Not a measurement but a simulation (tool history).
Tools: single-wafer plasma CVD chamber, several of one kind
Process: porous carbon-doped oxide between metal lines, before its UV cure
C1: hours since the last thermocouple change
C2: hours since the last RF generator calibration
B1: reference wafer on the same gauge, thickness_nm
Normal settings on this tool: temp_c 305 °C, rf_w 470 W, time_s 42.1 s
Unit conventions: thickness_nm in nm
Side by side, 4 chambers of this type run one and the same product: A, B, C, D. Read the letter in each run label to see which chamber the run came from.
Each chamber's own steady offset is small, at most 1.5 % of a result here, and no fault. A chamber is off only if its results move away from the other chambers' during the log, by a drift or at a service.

Run 1B, hour 10.2: usual settings; C1 257.0; C2 692.9; B1 196.94. Result: thickness_nm 210.58 nm.
Run 2A, hour 17.5: usual settings; C1 1044.3; C2 1204.5; B1 196.92. Result: thickness_nm 210.11 nm.
Run 3D, hour 25.7: usual settings; C1 1004.6; C2 750.5; B1 196.79. Result: thickness_nm 208.17 nm.
Run 4C, hour 36.1: usual settings; C1 1139.0; C2 112.0; B1 196.81. Result: thickness_nm 209.72 nm.
Run 5D, hour 47.8: usual settings; C1 1026.7; C2 772.6; B1 196.78. Result: thickness_nm 207.81 nm.
Run 6C, hour 53.5: usual settings but rf_w 430 W, time_s 35.5 s; C1 1156.4; C2 129.4; B1 196.82. Result: thickness_nm 166.35 nm.
Run 7B, hour 65.9: usual settings but rf_w 430 W, time_s 35.5 s; C1 312.7; C2 748.6; B1 196.72. Result: thickness_nm 166.57 nm.
Run 8A, hour 78.2: usual settings but rf_w 430 W, time_s 35.5 s; C1 1105.0; C2 1265.2; B1 196.69. Result: thickness_nm 166.80 nm.
Run 9D, hour 91.1: usual settings but rf_w 430 W, time_s 35.5 s; C1 1070.0; C2 815.9; B1 196.66. Result: thickness_nm 164.22 nm.
Run 10B, hour 98.8: usual settings; C1 345.6; C2 781.5; B1 196.63. Result: thickness_nm 209.70 nm.
Run 11A, hour 109.7: usual settings; C1 1136.5; C2 1296.7; B1 196.50. Result: thickness_nm 209.58 nm.
Run 12C, hour 122.5: usual settings; C1 1225.4; C2 198.4; B1 196.50. Result: thickness_nm 209.70 nm.
Run 13C, hour 130.8: usual settings; C1 1233.7; C2 206.7; B1 196.54. Result: thickness_nm 209.47 nm.
Run 14A, hour 139.0: usual settings; C1 1165.8; C2 1326.0; B1 196.48. Result: thickness_nm 209.42 nm.
Run 15B, hour 151.5: usual settings; C1 398.3; C2 834.2; B1 196.41. Result: thickness_nm 209.42 nm.
Run 16D, hour 161.9: usual settings; C1 1140.8; C2 886.7; B1 196.40. Result: thickness_nm 207.15 nm.
Run 17C, hour 172.8: usual settings; C1 1275.7; C2 248.7; B1 196.34. Result: thickness_nm 209.21 nm.
Run 18A, hour 181.8: usual settings; C1 1208.6; C2 1368.8; B1 196.23. Result: thickness_nm 209.47 nm.
Run 19B, hour 190.7: usual settings; C1 437.5; C2 873.4; B1 196.26. Result: thickness_nm 209.19 nm.
Run 20D, hour 202.5: usual settings; C1 1181.4; C2 927.3; B1 196.23. Result: thickness_nm 207.09 nm.
Run 21C, hour 208.5: usual settings; C1 1311.4; C2 284.4; B1 196.11. Result: thickness_nm 208.89 nm.
At hour 212.3: chamber A: RF generator calibrated.
Run 22B, hour 215.1: usual settings; C1 461.9; C2 897.8; B1 196.11. Result: thickness_nm 209.16 nm.
Run 23A, hour 222.6: usual settings; C1 1249.4; C2 10.3; B1 196.08. Result: thickness_nm 209.81 nm.
Run 24D, hour 228.4: usual settings; C1 1207.3; C2 953.2; B1 196.10. Result: thickness_nm 207.24 nm.
Run 25A, hour 234.6: usual settings; C1 1261.4; C2 22.3; B1 196.00. Result: thickness_nm 209.38 nm.
Run 26B, hour 244.1: usual settings; C1 490.9; C2 926.8; B1 196.09. Result: thickness_nm 208.79 nm.
Run 27C, hour 256.5: usual settings; C1 1359.4; C2 332.4; B1 195.97. Result: thickness_nm 208.76 nm.
Run 28D, hour 264.1: usual settings; C1 1243.0; C2 988.9; B1 195.98. Result: thickness_nm 207.15 nm.
Run 29C, hour 274.7: usual settings; C1 1377.6; C2 350.6; B1 195.89. Result: thickness_nm 208.67 nm.
Run 30A, hour 282.7: usual settings but temp_c 295 °C, time_s 37.0 s; C1 1309.5; C2 70.4; B1 195.89. Result: thickness_nm 195.28 nm.

Is one chamber off against the others, does the gauge drift, or is nothing wrong? If a chamber is off, say which, and what the likeliest cause is.

The shared gauge is drifting. All chambers look as if they move in step, but none is off.
Cause: gauge reads low (%) = 0.596.
